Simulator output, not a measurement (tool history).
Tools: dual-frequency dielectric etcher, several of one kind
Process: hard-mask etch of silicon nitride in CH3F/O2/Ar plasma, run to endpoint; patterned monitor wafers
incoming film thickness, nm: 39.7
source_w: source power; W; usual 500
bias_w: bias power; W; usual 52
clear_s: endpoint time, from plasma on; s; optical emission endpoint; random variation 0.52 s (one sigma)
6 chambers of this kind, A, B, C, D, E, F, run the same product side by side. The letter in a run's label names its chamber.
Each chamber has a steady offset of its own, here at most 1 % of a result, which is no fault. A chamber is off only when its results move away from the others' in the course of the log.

{"run": "1B", "hour": 10.1, "source_w": 500, "bias_w": 52, "clear_s": 58.895}
{"run": "2E", "hour": 20.1, "source_w": 500, "bias_w": 52, "clear_s": 58.676}
{"hour": 27.1, "done": "chamber D: wet clean of the chamber"}
{"run": "3D", "hour": 34.4, "source_w": 500, "bias_w": 52, "clear_s": 58.629}
{"run": "4F", "hour": 44.0, "source_w": 500, "bias_w": 52, "clear_s": 58.884}
{"run": "5C", "hour": 51.6, "source_w": 500, "bias_w": 52, "clear_s": 57.304}
{"run": "6A", "hour": 64.3, "source_w": 500, "bias_w": 52, "clear_s": 58.0}
{"run": "7E", "hour": 73.5, "source_w": 500, "bias_w": 52, "clear_s": 58.483}
{"run": "8D", "hour": 82.6, "source_w": 580, "bias_w": 45, "clear_s": 56.932}
{"run": "9F", "hour": 96.8, "source_w": 580, "bias_w": 45, "clear_s": 58.9}
{"run": "10A", "hour": 110.3, "source_w": 580, "bias_w": 45, "clear_s": 57.742}
{"run": "11C", "hour": 121.0, "source_w": 580, "bias_w": 45, "clear_s": 58.154}
{"run": "12B", "hour": 132.0, "source_w": 580, "bias_w": 45, "clear_s": 57.553}
{"hour": 134.8, "done": "chamber C: wet clean of the chamber"}
{"run": "13B", "hour": 140.4, "source_w": 580, "bias_w": 45, "clear_s": 57.298}
{"run": "14F", "hour": 148.8, "source_w": 500, "bias_w": 52, "clear_s": 59.313}
{"run": "15E", "hour": 164.1, "source_w": 500, "bias_w": 52, "clear_s": 58.604}
{"run": "16C", "hour": 171.5, "source_w": 500, "bias_w": 52, "clear_s": 58.972}
{"hour": 172.8, "done": "chamber B: wet clean of the chamber"}
{"run": "17D", "hour": 183.4, "source_w": 500, "bias_w": 52, "clear_s": 58.159}
{"run": "18A", "hour": 196.3, "source_w": 500, "bias_w": 52, "clear_s": 59.056}
{"run": "19D", "hour": 210.1, "source_w": 500, "bias_w": 52, "clear_s": 58.99}
{"run": "20B", "hour": 219.6, "source_w": 500, "bias_w": 52, "clear_s": 58.06}
{"run": "21E", "hour": 231.9, "source_w": 400, "bias_w": 52, "clear_s": 63.857}
{"run": "22A", "hour": 239.1, "source_w": 400, "bias_w": 52, "clear_s": 64.744}
{"run": "23F", "hour": 245.8, "source_w": 400, "bias_w": 52, "clear_s": 64.814}
{"run": "24C", "hour": 253.9, "source_w": 400, "bias_w": 52, "clear_s": 62.563}
{"run": "25E", "hour": 265.9, "source_w": 400, "bias_w": 52, "clear_s": 65.015}
{"run": "26A", "hour": 280.9, "source_w": 400, "bias_w": 52, "clear_s": 64.295}
{"run": "27B", "hour": 291.3, "source_w": 500, "bias_w": 52, "clear_s": 58.891}
{"run": "28F", "hour": 304.3, "source_w": 500, "bias_w": 52, "clear_s": 59.801}
{"run": "29C", "hour": 312.4, "source_w": 500, "bias_w": 52, "clear_s": 58.458}
{"run": "30D", "hour": 322.1, "source_w": 500, "bias_w": 52, "clear_s": 58.466}
{"hour": 334.2, "done": "chamber C: bias power generator calibrated"}
{"run": "31A", "hour": 336.2, "source_w": 500, "bias_w": 52, "clear_s": 59.76}
{"run": "32E", "hour": 343.7, "source_w": 500, "bias_w": 52, "clear_s": 58.057}
{"run": "33D", "hour": 357.2, "source_w": 500, "bias_w": 52, "clear_s": 57.295}
{"run": "34C", "hour": 370.8, "source_w": 500, "bias_w": 52, "clear_s": 57.529}
{"run": "35F", "hour": 384.3, "source_w": 500, "bias_w": 52, "clear_s": 58.597}
{"hour": 389.0, "done": "chamber F: wet clean of the chamber"}
{"run": "36B", "hour": 391.5, "source_w": 500, "bias_w": 52, "clear_s": 58.016}
{"run": "37A", "hour": 406.5, "source_w": 500, "bias_w": 52, "clear_s": 58.559}
{"run": "38C", "hour": 413.7, "source_w": 500, "bias_w": 52, "clear_s": 57.423}
{"run": "39F", "hour": 424.1, "source_w": 500, "bias_w": 52, "clear_s": 59.304}
{"run": "40B", "hour": 437.6, "source_w": 500, "bias_w": 52, "clear_s": 57.643}
{"run": "41D", "hour": 448.4, "source_w": 500, "bias_w": 52, "clear_s": 58.498}

Is one chamber off against the others, does the gauge drift, or is nothing wrong? If a chamber is off, say which, and what the likeliest cause is.

No chamber stands off beyond its own small offset, and the gauge holds steady.

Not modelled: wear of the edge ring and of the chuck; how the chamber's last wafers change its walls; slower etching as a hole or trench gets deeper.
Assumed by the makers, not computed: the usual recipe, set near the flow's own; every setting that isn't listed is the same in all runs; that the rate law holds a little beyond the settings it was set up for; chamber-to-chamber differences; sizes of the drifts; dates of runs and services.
